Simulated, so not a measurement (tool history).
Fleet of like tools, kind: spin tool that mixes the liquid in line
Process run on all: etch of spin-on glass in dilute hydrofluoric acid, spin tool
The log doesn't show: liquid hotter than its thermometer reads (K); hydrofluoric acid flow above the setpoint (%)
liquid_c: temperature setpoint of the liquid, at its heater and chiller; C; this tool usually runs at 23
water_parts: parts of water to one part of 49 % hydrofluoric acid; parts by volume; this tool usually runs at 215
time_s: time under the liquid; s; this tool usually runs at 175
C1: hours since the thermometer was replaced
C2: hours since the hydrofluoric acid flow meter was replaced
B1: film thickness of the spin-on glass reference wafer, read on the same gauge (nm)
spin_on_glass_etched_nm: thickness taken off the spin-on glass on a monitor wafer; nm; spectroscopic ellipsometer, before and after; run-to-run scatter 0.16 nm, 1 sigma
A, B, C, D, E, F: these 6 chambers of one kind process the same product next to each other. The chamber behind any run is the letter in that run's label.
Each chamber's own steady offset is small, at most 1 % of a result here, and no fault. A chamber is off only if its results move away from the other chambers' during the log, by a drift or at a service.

run 1B hour=6.8 | liquid_c=23 water_parts=215 time_s=175 | C1=354.4 C2=795.7 | B1=50 | spin_on_glass_etched_nm=19.304
run 2A hour=13.2 | liquid_c=23 water_parts=215 time_s=175 | C1=74.1 C2=955.3 | B1=50.017 | spin_on_glass_etched_nm=19.333
run 3E hour=21 | liquid_c=23 water_parts=215 time_s=175 | C1=531.1 C2=342.1 | B1=50.006 | spin_on_glass_etched_nm=19.487
run 4F hour=27.1 | liquid_c=23 water_parts=215 time_s=175 | C1=1178.8 C2=191.3 | B1=50.007 | spin_on_glass_etched_nm=19.436
run 5C hour=34.9 | liquid_c=19 water_parts=215 time_s=80 | C1=323.3 C2=431.1 | B1=50 | spin_on_glass_etched_nm=7.5935
run 6D hour=39.7 | liquid_c=19 water_parts=215 time_s=80 | C1=530 C2=234.3 | B1=49.975 | spin_on_glass_etched_nm=7.5353
run 7F hour=46.3 | liquid_c=19 water_parts=215 time_s=80 | C1=1198 C2=210.5 | B1=50.039 | spin_on_glass_etched_nm=7.7669
run 8B hour=56.1 | liquid_c=19 water_parts=215 time_s=80 | C1=403.7 C2=845 | B1=50.028 | spin_on_glass_etched_nm=7.698
run 9E hour=62.2 | liquid_c=19 water_parts=215 time_s=80 | C1=572.3 C2=383.3 | B1=49.971 | spin_on_glass_etched_nm=7.5061
run 10D hour=70.2 | liquid_c=19 water_parts=215 time_s=80 | C1=560.5 C2=264.8 | B1=49.976 | spin_on_glass_etched_nm=7.7291
run 11C hour=76.3 | liquid_c=23 water_parts=215 time_s=175 | C1=364.7 C2=472.5 | B1=50.009 | spin_on_glass_etched_nm=19.202
run 12A hour=81.7 | liquid_c=23 water_parts=215 time_s=175 | C1=142.6 C2=1023.8 | B1=50 | spin_on_glass_etched_nm=19.558
run 13C hour=89 | liquid_c=23 water_parts=215 time_s=175 | C1=377.4 C2=485.2 | B1=49.975 | spin_on_glass_etched_nm=19.174
run 14B hour=95.9 | liquid_c=23 water_parts=215 time_s=175 | C1=443.5 C2=884.8 | B1=49.982 | spin_on_glass_etched_nm=19.579
run 15A hour=101.1 | liquid_c=23 water_parts=300 time_s=80 | C1=162 C2=1043.2 | B1=49.973 | spin_on_glass_etched_nm=5.8465
run 16E hour=106.3 | liquid_c=23 water_parts=300 time_s=80 | C1=616.4 C2=427.4 | B1=49.977 | spin_on_glass_etched_nm=5.7876
run 17F hour=111.9 | liquid_c=23 water_parts=300 time_s=80 | C1=1263.6 C2=276.1 | B1=49.995 | spin_on_glass_etched_nm=5.8195
run 18D hour=118 | liquid_c=23 water_parts=300 time_s=80 | C1=608.3 C2=312.6 | B1=50.002 | spin_on_glass_etched_nm=5.8602
run 19B hour=126.4 | liquid_c=23 water_parts=300 time_s=80 | C1=474 C2=915.3 | B1=50.01 | spin_on_glass_etched_nm=6.1231
run 20F hour=135 | liquid_c=23 water_parts=300 time_s=80 | C1=1286.7 C2=299.2 | B1=50.016 | spin_on_glass_etched_nm=5.8187
run 21E hour=144.3 | liquid_c=23 water_parts=215 time_s=175 | C1=654.4 C2=465.4 | B1=50 | spin_on_glass_etched_nm=19.036
run 22C hour=152.9 | liquid_c=23 water_parts=215 time_s=175 | C1=441.3 C2=549.1 | B1=49.996 | spin_on_glass_etched_nm=19.245
run 23D hour=158.7 | liquid_c=23 water_parts=215 time_s=175 | C1=649 C2=353.3 | B1=50.011 | spin_on_glass_etched_nm=19.231
run 24A hour=166.5 | liquid_c=23 water_parts=215 time_s=175 | C1=227.4 C2=1108.6 | B1=49.997 | spin_on_glass_etched_nm=19.299
run 25A hour=175.6 | liquid_c=23 water_parts=215 time_s=175 | C1=236.5 C2=1117.7 | B1=49.993 | spin_on_glass_etched_nm=19.238
run 26D hour=184 | liquid_c=23 water_parts=215 time_s=175 | C1=674.3 C2=378.6 | B1=50.029 | spin_on_glass_etched_nm=19.254
run 27C hour=191.9 | liquid_c=23 water_parts=215 time_s=175 | C1=480.3 C2=588.1 | B1=49.995 | spin_on_glass_etched_nm=19.226
run 28F hour=201.4 | liquid_c=23 water_parts=215 time_s=175 | C1=1353.1 C2=365.6 | B1=50.01 | spin_on_glass_etched_nm=19.642
run 29E hour=211.3 | liquid_c=23 water_parts=215 time_s=175 | C1=721.4 C2=532.4 | B1=49.953 | spin_on_glass_etched_nm=19.201
run 30B hour=218.2 | liquid_c=23 water_parts=215 time_s=175 | C1=565.8 C2=1007.1 | B1=50.041 | spin_on_glass_etched_nm=19.98
run 31F hour=224.5 | liquid_c=23 water_parts=215 time_s=175 | C1=1376.2 C2=388.7 | B1=49.966 | spin_on_glass_etched_nm=19.549
run 32A hour=230.8 | liquid_c=23 water_parts=215 time_s=175 | C1=291.7 C2=1172.9 | B1=49.974 | spin_on_glass_etched_nm=19.637
run 33B hour=238.5 | liquid_c=23 water_parts=215 time_s=175 | C1=586.1 C2=1027.4 | B1=50 | spin_on_glass_etched_nm=20.597
run 34C hour=245.4 | liquid_c=23 water_parts=215 time_s=175 | C1=533.8 C2=641.6 | B1=49.989 | spin_on_glass_etched_nm=19.122
run 35D hour=250 | liquid_c=23 water_parts=215 time_s=175 | C1=740.3 C2=444.6 | B1=50.061 | spin_on_glass_etched_nm=19.415
run 36E hour=259.6 | liquid_c=23 water_parts=215 time_s=175 | C1=769.7 C2=580.7 | B1=49.981 | spin_on_glass_etched_nm=19.351

Next, every chamber runs the same settings. What will each give?
run 37A hour=266.9 | liquid_c=23 water_parts=215 time_s=175 | spin_on_glass_etched_nm=?
run 37B hour=266.9 | liquid_c=23 water_parts=215 time_s=175 | spin_on_glass_etched_nm=?
run 37C hour=266.9 | liquid_c=23 water_parts=215 time_s=175 | spin_on_glass_etched_nm=?
run 37D hour=266.9 | liquid_c=23 water_parts=215 time_s=175 | spin_on_glass_etched_nm=?
run 37E hour=266.9 | liquid_c=23 water_parts=215 time_s=175 | spin_on_glass_etched_nm=?
run 37F hour=266.9 | liquid_c=23 water_parts=215 time_s=175 | spin_on_glass_etched_nm=?

run=37A spin_on_glass_etched_nm=19.426
run=37B spin_on_glass_etched_nm=20.116
run=37C spin_on_glass_etched_nm=19.145
run=37D spin_on_glass_etched_nm=19.316
run=37E spin_on_glass_etched_nm=19.313
run=37F spin_on_glass_etched_nm=19.598

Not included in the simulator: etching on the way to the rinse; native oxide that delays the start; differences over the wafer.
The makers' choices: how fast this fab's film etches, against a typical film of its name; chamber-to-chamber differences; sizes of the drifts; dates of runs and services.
